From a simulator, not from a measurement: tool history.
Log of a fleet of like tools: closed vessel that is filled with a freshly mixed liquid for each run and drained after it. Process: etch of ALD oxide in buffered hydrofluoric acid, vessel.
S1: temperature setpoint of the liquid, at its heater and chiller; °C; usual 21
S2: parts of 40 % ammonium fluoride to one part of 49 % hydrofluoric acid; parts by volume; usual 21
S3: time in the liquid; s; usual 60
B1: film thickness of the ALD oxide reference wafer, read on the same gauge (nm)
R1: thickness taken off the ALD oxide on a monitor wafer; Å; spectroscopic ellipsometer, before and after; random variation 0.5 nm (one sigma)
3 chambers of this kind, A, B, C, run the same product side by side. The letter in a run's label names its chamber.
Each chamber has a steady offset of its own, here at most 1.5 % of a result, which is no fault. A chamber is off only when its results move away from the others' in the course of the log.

| run | hour | S1 | S2 | S3 | B1 | R1 |
|---|---|---|---|---|---|---|
| 1C | 5.4 | 21 | 21 | 60 | 79.984 | 516.65 |
| 2B | 8.8 | 21 | 21 | 60 | 80.001 | 508.74 |
| 3A | 13.3 | 21 | 21 | 60 | 80.018 | 513.29 |
| 4A | 18.1 | 21 | 21 | 60 | 80.049 | 514.56 |
| 5B | 22.1 | 21 | 21 | 60 | 80.012 | 520.98 |
| 6C | 24.8 | 21 | 21 | 60 | 79.977 | 525.54 |
| 7C | 28.2 | 21 | 26 | 30 | 80.033 | 222.63 |
| 8B | 31.8 | 21 | 26 | 30 | 80.013 | 225.79 |
| 9A | 35.9 | 21 | 26 | 30 | 79.972 | 221.91 |
| 10A | 41 | 21 | 21 | 60 | 80.04 | 524.01 |
| 11B | 44.1 | 21 | 21 | 60 | 80.058 | 533.07 |
| 12C | 47.2 | 21 | 21 | 60 | 80.01 | 515.23 |
| 13C | 52.6 | 21 | 21 | 60 | 79.999 | 522.14 |
| 14A | 57.3 | 21 | 16 | 60 | 79.991 | 666.35 |
| 15B | 61.1 | 21 | 16 | 60 | 80.013 | 697.27 |
| 16A | 64.9 | 21 | 16 | 60 | 79.967 | 659.41 |
| 17C | 68 | 21 | 21 | 60 | 79.991 | 519.97 |
| 18B | 71.1 | 21 | 21 | 60 | 79.973 | 545.44 |
| 19A | 73.8 | 21 | 28.5 | 35 | 80.04 | 245.6 |
| 20B | 77 | 21 | 28.5 | 35 | 79.989 | 250.46 |
| 21C | 82.6 | 21 | 28.5 | 35 | 79.987 | 244.26 |
| 22A | 87.1 | 21 | 21 | 60 | 80.05 | 504.93 |
| 23B | 93 | 23.5 | 21 | 85 | 80.019 | 897 |
| 24C | 98.7 | 23.5 | 21 | 85 | 79.975 | 841.49 |
| 25A | 101.4 | 23.5 | 21 | 85 | 79.967 | 847.58 |
| 26B | 104.6 | 21 | 21 | 60 | 80.014 | 549.62 |
| 27C | 107.5 | 21 | 21 | 60 | 79.996 | 520.41 |
| 28B | 113.2 | 21 | 21 | 60 | 80.035 | 551.34 |
| 29C | 117.9 | 21 | 18 | 45 | 80.013 | 445.33 |
| 30A | 121.3 | 21 | 18 | 45 | 79.994 | 446.75 |
| 31C | 125.2 | 21 | 18 | 45 | 80.013 | 453.17 |
| 32B | 129.3 | 21 | 21 | 60 | 79.943 | 563.12 |
| 33A | 133.6 | 21 | 21 | 60 | 79.998 | 514.34 |
| 34A | 139.6 | 21 | 21 | 60 | 80.045 | 511.39 |
| 35B | 144.6 | 25 | 21 | 45 | 80.065 | 537.69 |
| 36C | 148.9 | 25 | 21 | 45 | 80.015 | 487.8 |
| 37A | 151.9 | 25 | 21 | 45 | 79.965 | 481.02 |
| 38C | 157.1 | 21 | 21 | 60 | 79.993 | 513.46 |
| 39B | 162.8 | 21 | 17 | 75 | 80.002 | 885.53 |
| 40C | 167.5 | 21 | 17 | 75 | 80.002 | 777.68 |
| 41B | 172 | 21 | 17 | 75 | 80.015 | 897.21 |
| 42A | 178 | 21 | 21 | 60 | 80.024 | 507.48 |
| 43B | 182.7 | 21 | 21 | 60 | 79.986 | 593.1 |
| 44A | 187.3 | 21 | 21 | 60 | 80.003 | 517.75 |

Is one chamber off against the others, does the gauge drift, or is nothing wrong? If a chamber is off, say which, and what the likeliest cause is.

Chamber B drifts away from the others.
Cause: liquid hotter than its thermometer reads (K) = 2.4.

Here are 4 candidates for chamber B's next run, each the usual settings with a change, their results left as question marks. Which one brings its results back in line with what the others give on the usual settings?
In line means no further than this from the other chambers' mean on the usual settings: R1 17 Å
| 45B-1 | 191.8 | 18.5 | 21 | 60 |  | ? |
| 45B-2 | 191.8 | 22 | 19 | 60 |  | ? |
| 45B-3 | 191.8 | 20 | 21 | 60 |  | ? |
| 45B-4 | 191.8 | 22 | 21 | 60 |  | ? |

The other chambers' mean on the usual settings: R1 516.22 Å
| run | R1 |
|---|---|
| 45B-1 | 509.76 |
| 45B-2 | 674.43 |
| 45B-3 | 554.72 |
| 45B-4 | 620.21 |
45B-1 brings the chamber back in line.
